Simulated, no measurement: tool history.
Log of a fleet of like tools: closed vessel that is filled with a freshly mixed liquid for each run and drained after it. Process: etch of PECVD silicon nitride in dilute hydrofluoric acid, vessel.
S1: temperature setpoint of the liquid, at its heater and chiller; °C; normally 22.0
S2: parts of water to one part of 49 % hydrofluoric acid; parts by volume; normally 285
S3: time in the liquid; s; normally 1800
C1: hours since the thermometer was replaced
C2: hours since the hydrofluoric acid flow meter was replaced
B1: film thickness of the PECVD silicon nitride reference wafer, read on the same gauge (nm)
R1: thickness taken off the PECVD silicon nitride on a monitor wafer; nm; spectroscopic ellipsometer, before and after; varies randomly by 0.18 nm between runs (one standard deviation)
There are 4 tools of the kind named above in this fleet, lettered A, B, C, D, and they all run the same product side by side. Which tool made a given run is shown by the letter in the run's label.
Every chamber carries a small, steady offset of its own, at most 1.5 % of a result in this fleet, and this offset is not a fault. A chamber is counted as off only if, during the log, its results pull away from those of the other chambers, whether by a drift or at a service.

run 1A hour=3.0 | S1=22.0 S2=285 S3=1800 | C1=384.7 C2=572.3 | B1=30.012 | R1=31.962
run 2C hour=6.7 | S1=22.0 S2=285 S3=1800 | C1=577.9 C2=1413.3 | B1=29.987 | R1=32.413
run 3D hour=11.6 | S1=22.0 S2=285 S3=1800 | C1=1292.9 C2=542.2 | B1=29.998 | R1=31.640
run 4B hour=16.1 | S1=22.0 S2=285 S3=1800 | C1=355.4 C2=182.4 | B1=30.001 | R1=31.871
run 5A hour=21.5 | S1=22.0 S2=345 S3=1800 | C1=403.2 C2=590.8 | B1=30.006 | R1=26.309
run 6B hour=26.3 | S1=22.0 S2=345 S3=1800 | C1=365.6 C2=192.6 | B1=29.979 | R1=26.556
run 7C hour=31.6 | S1=22.0 S2=345 S3=1800 | C1=602.8 C2=1438.2 | B1=30.004 | R1=26.700
run 8D hour=36.0 | S1=22.0 S2=345 S3=1800 | C1=1317.3 C2=566.6 | B1=29.983 | R1=26.082
run 9B hour=40.4 | S1=22.0 S2=285 S3=1800 | C1=379.7 C2=206.7 | B1=29.993 | R1=32.362
run 10D hour=44.6 | S1=22.0 S2=285 S3=1800 | C1=1325.9 C2=575.2 | B1=30.041 | R1=31.167
run 11A hour=48.1 | S1=22.0 S2=285 S3=1800 | C1=429.8 C2=617.4 | B1=30.020 | R1=32.033
run 12C hour=50.6 | S1=22.0 S2=285 S3=1800 | C1=621.8 C2=1457.2 | B1=30.036 | R1=32.416
run 13A hour=53.6 | S1=22.0 S2=285 S3=1800 | C1=435.3 C2=622.9 | B1=29.974 | R1=32.195
run 14B hour=57.5 | S1=19.5 S2=285 S3=1800 | C1=396.8 C2=223.8 | B1=29.974 | R1=27.652
run 15C hour=61.4 | S1=19.5 S2=285 S3=1800 | C1=632.6 C2=1468.0 | B1=30.011 | R1=27.602
run 16D hour=64.2 | S1=19.5 S2=285 S3=1800 | C1=1345.5 C2=594.8 | B1=30.021 | R1=26.875
run 17A hour=67.1 | S1=19.5 S2=285 S3=1800 | C1=448.8 C2=636.4 | B1=30.001 | R1=27.883
run 18D hour=70.7 | S1=22.0 S2=285 S3=1800 | C1=1352.0 C2=601.3 | B1=29.990 | R1=31.524
run 19B hour=75.4 | S1=22.0 S2=285 S3=1115 | C1=414.7 C2=241.7 | B1=30.024 | R1=20.061
run 20C hour=80.4 | S1=22.0 S2=285 S3=1115 | C1=651.6 C2=1487.0 | B1=29.974 | R1=20.029
run 21C hour=85.3 | S1=22.0 S2=285 S3=1115 | C1=656.5 C2=1491.9 | B1=30.003 | R1=19.860
run 22B hour=90.8 | S1=22.0 S2=285 S3=1115 | C1=430.1 C2=257.1 | B1=29.996 | R1=20.031
run 23D hour=94.1 | S1=22.0 S2=285 S3=1800 | C1=1375.4 C2=624.7 | B1=29.987 | R1=31.437
run 24A hour=98.3 | S1=22.0 S2=285 S3=1800 | C1=480.0 C2=667.6 | B1=29.999 | R1=33.253
run 25D hour=101.4 | S1=18.0 S2=285 S3=2665 | C1=1382.7 C2=632.0 | B1=29.981 | R1=35.789
run 26C hour=105.0 | S1=18.0 S2=285 S3=2665 | C1=676.2 C2=1511.6 | B1=29.991 | R1=36.859
run 27A hour=108.0 | S1=18.0 S2=285 S3=2665 | C1=489.7 C2=677.3 | B1=29.973 | R1=38.395
run 28B hour=113.4 | S1=18.0 S2=285 S3=2665 | C1=452.7 C2=279.7 | B1=30.009 | R1=36.698
run 29C hour=116.9 | S1=22.0 S2=285 S3=1800 | C1=688.1 C2=1523.5 | B1=30.000 | R1=32.279
run 30A hour=121.4 | S1=22.0 S2=285 S3=1800 | C1=503.1 C2=690.7 | B1=30.007 | R1=33.428

Decide between three cases: one chamber stands off from its peers, the gauge reading all wafers drifts, or nothing is wrong past each chamber's small offset. Where a chamber is off, say which and what most likely put it there.

Little by little, chamber A moves away from the other chambers.
Most likely cause: hydrofluoric acid flow above the setpoint (%) = 5.95.
The log may not separate it from: liquid hotter than its thermometer reads (K).

Chamber A could run next with any of the 4 candidate recipes listed below; each alters the usual settings, and their results appear as question marks. Which one brings its results back in line with what the other chambers deliver on the usual settings?
In-line tolerance around the mean of the other chambers on the usual settings: R1 0.630 nm
run 31A-1 hour=125.3 | S1=22.0 S2=280 S3=1800 | R1=?
run 31A-2 hour=125.3 | S1=22.0 S2=300 S3=1800 | R1=?
run 31A-3 hour=125.3 | S1=22.0 S2=285 S3=1885 | R1=?
run 31A-4 hour=125.3 | S1=22.0 S2=285 S3=1785 | R1=?

Mean of the other chambers on the usual settings: R1 31.985 nm
run=31A-1 R1=34.328
run=31A-2 R1=32.114
run=31A-3 R1=35.339
run=31A-4 R1=33.464
With 31A-2, the chamber falls back in line with the rest.

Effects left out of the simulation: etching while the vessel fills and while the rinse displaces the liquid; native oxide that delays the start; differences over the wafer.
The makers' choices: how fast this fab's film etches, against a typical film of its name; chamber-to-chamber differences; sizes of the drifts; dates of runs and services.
